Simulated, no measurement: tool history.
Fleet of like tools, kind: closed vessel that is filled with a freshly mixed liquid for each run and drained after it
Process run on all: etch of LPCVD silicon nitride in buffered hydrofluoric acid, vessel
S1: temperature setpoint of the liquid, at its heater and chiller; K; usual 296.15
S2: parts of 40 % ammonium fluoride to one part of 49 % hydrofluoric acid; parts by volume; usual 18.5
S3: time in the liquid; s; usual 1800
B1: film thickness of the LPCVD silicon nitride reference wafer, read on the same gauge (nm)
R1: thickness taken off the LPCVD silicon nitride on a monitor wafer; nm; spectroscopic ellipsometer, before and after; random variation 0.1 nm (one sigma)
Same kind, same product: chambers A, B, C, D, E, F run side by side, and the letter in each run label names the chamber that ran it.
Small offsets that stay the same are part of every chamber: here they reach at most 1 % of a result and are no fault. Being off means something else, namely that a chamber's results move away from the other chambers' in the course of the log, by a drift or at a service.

{"run": "1D", "hour": 6.6, "S1": 296.15, "S2": 18.5, "S3": 1800, "B1": 149.95, "R1": 13.397}
{"run": "2B", "hour": 12.5, "S1": 296.15, "S2": 18.5, "S3": 1800, "B1": 150.02, "R1": 13.41}
{"run": "3F", "hour": 17.8, "S1": 296.15, "S2": 18.5, "S3": 1800, "B1": 150.0, "R1": 13.687}
{"run": "4A", "hour": 22.7, "S1": 296.15, "S2": 18.5, "S3": 1800, "B1": 150.03, "R1": 13.393}
{"run": "5C", "hour": 30.6, "S1": 296.15, "S2": 18.5, "S3": 1800, "B1": 149.98, "R1": 13.364}
{"run": "6E", "hour": 35.8, "S1": 296.15, "S2": 18.5, "S3": 1800, "B1": 149.99, "R1": 13.498}
{"run": "7A", "hour": 41.3, "S1": 296.15, "S2": 18.5, "S3": 1800, "B1": 149.99, "R1": 13.582}
{"run": "8D", "hour": 46.3, "S1": 296.15, "S2": 18.5, "S3": 1800, "B1": 149.98, "R1": 13.387}
{"run": "9B", "hour": 54.8, "S1": 296.15, "S2": 18.5, "S3": 1800, "B1": 149.98, "R1": 13.331}
{"run": "10F", "hour": 60.4, "S1": 296.15, "S2": 18.5, "S3": 1800, "B1": 149.98, "R1": 13.571}
{"run": "11C", "hour": 66.1, "S1": 296.15, "S2": 18.5, "S3": 1800, "B1": 149.98, "R1": 13.222}
{"run": "12E", "hour": 75.2, "S1": 296.15, "S2": 18.5, "S3": 1800, "B1": 149.99, "R1": 13.22}
{"run": "13A", "hour": 82.4, "S1": 296.15, "S2": 18.5, "S3": 1800, "B1": 149.98, "R1": 13.47}
{"run": "14D", "hour": 89.6, "S1": 296.15, "S2": 18.5, "S3": 1800, "B1": 150.02, "R1": 13.377}
{"run": "15B", "hour": 94.6, "S1": 296.15, "S2": 18.5, "S3": 1800, "B1": 150.0, "R1": 13.465}
{"run": "16C", "hour": 99.1, "S1": 296.15, "S2": 18.5, "S3": 1800, "B1": 150.01, "R1": 13.364}
{"run": "17E", "hour": 107.1, "S1": 296.15, "S2": 18.5, "S3": 1800, "B1": 150.02, "R1": 13.286}
{"run": "18F", "hour": 116.2, "S1": 293.15, "S2": 18.5, "S3": 2275, "B1": 150.0, "R1": 14.631}
{"run": "19C", "hour": 120.4, "S1": 293.15, "S2": 18.5, "S3": 2275, "B1": 150.01, "R1": 14.342}
{"run": "20A", "hour": 128.6, "S1": 293.15, "S2": 18.5, "S3": 2275, "B1": 149.99, "R1": 14.421}
{"run": "21B", "hour": 132.7, "S1": 293.15, "S2": 18.5, "S3": 2275, "B1": 149.99, "R1": 14.39}
{"run": "22D", "hour": 140.9, "S1": 293.15, "S2": 18.5, "S3": 2275, "B1": 150.02, "R1": 14.164}
{"run": "23E", "hour": 147.9, "S1": 293.15, "S2": 18.5, "S3": 2275, "B1": 149.98, "R1": 14.144}
{"run": "24F", "hour": 156.2, "S1": 296.15, "S2": 18.5, "S3": 1800, "B1": 150.0, "R1": 13.541}
{"run": "25B", "hour": 163.4, "S1": 296.15, "S2": 18.5, "S3": 1800, "B1": 149.98, "R1": 13.422}
{"run": "26F", "hour": 171.1, "S1": 296.15, "S2": 18.5, "S3": 1800, "B1": 150.0, "R1": 13.621}
{"hour": 174.3, "done": "chamber B: hydrofluoric acid flow meter replaced"}
{"run": "27C", "hour": 175.5, "S1": 296.15, "S2": 18.5, "S3": 1800, "B1": 150.0, "R1": 13.362}
{"run": "28D", "hour": 183.5, "S1": 291.15, "S2": 15.0, "S3": 1800, "B1": 150.02, "R1": 12.266}
{"run": "29E", "hour": 192.2, "S1": 291.15, "S2": 15.0, "S3": 1800, "B1": 150.0, "R1": 12.105}
{"run": "30A", "hour": 201.2, "S1": 291.15, "S2": 15.0, "S3": 1800, "B1": 150.01, "R1": 12.674}
{"run": "31C", "hour": 207.5, "S1": 291.15, "S2": 15.0, "S3": 1800, "B1": 150.02, "R1": 12.356}
{"run": "32B", "hour": 215.3, "S1": 291.15, "S2": 15.0, "S3": 1800, "B1": 150.02, "R1": 12.493}
{"run": "33E", "hour": 219.6, "S1": 291.15, "S2": 15.0, "S3": 1800, "B1": 150.01, "R1": 12.254}
{"run": "34F", "hour": 226.0, "S1": 296.15, "S2": 18.5, "S3": 1800, "B1": 150.03, "R1": 13.573}
{"run": "35D", "hour": 231.3, "S1": 296.15, "S2": 18.5, "S3": 1800, "B1": 149.98, "R1": 13.276}
{"run": "36A", "hour": 235.7, "S1": 296.15, "S2": 18.5, "S3": 1800, "B1": 150.03, "R1": 13.774}
{"run": "37F", "hour": 241.5, "S1": 296.15, "S2": 18.5, "S3": 1800, "B1": 150.0, "R1": 13.629}
{"run": "38B", "hour": 246.6, "S1": 296.15, "S2": 18.5, "S3": 1800, "B1": 149.97, "R1": 13.448}
{"run": "39C", "hour": 254.1, "S1": 300.65, "S2": 18.5, "S3": 1800, "B1": 150.02, "R1": 17.031}
{"run": "40A", "hour": 258.8, "S1": 300.65, "S2": 18.5, "S3": 1800, "B1": 150.0, "R1": 17.294}
{"run": "41D", "hour": 264.5, "S1": 300.65, "S2": 18.5, "S3": 1800, "B1": 149.97, "R1": 17.2}
{"run": "42E", "hour": 270.8, "S1": 300.65, "S2": 18.5, "S3": 1800, "B1": 149.98, "R1": 16.626}
{"run": "43A", "hour": 278.6, "S1": 300.65, "S2": 18.5, "S3": 1800, "B1": 150.02, "R1": 17.276}

Which is it: a chamber that has drifted or been left off by a service, a gauge drift common to all chambers, or only each chamber's usual small offset? If a chamber is off, name it and its likeliest cause.

One chamber, E, drifts off from the rest bit by bit.
Most likely cause: hydrofluoric acid flow below the setpoint (%) = 4.33.
It could be hard to tell apart here from: liquid colder than its thermometer reads (K).

Which of the 4 candidates below, each the usual settings with something changed and its results left as question marks, puts chamber E back in line with what the other chambers give on the usual settings?
A result is in line if it is within this distance of the other chambers' mean on the usual settings: R1 0.350 nm
{"run": "44E-1", "hour": 285.2, "S1": 296.15, "S2": 19.0, "S3": 1695, "R1": "?"}
{"run": "44E-2", "hour": 285.2, "S1": 296.15, "S2": 18.5, "S3": 1720, "R1": "?"}
{"run": "44E-3", "hour": 285.2, "S1": 296.15, "S2": 17.5, "S3": 1800, "R1": "?"}
{"run": "44E-4", "hour": 285.2, "S1": 296.65, "S2": 17.5, "S3": 1800, "R1": "?"}

On the usual settings, the other chambers give on average: R1 13.488 nm
run=44E-1 R1=11.811
run=44E-2 R1=12.300
run=44E-3 R1=13.586
run=44E-4 R1=13.964
44E-3 is the one that brings the chamber's results back in line with the other chambers.

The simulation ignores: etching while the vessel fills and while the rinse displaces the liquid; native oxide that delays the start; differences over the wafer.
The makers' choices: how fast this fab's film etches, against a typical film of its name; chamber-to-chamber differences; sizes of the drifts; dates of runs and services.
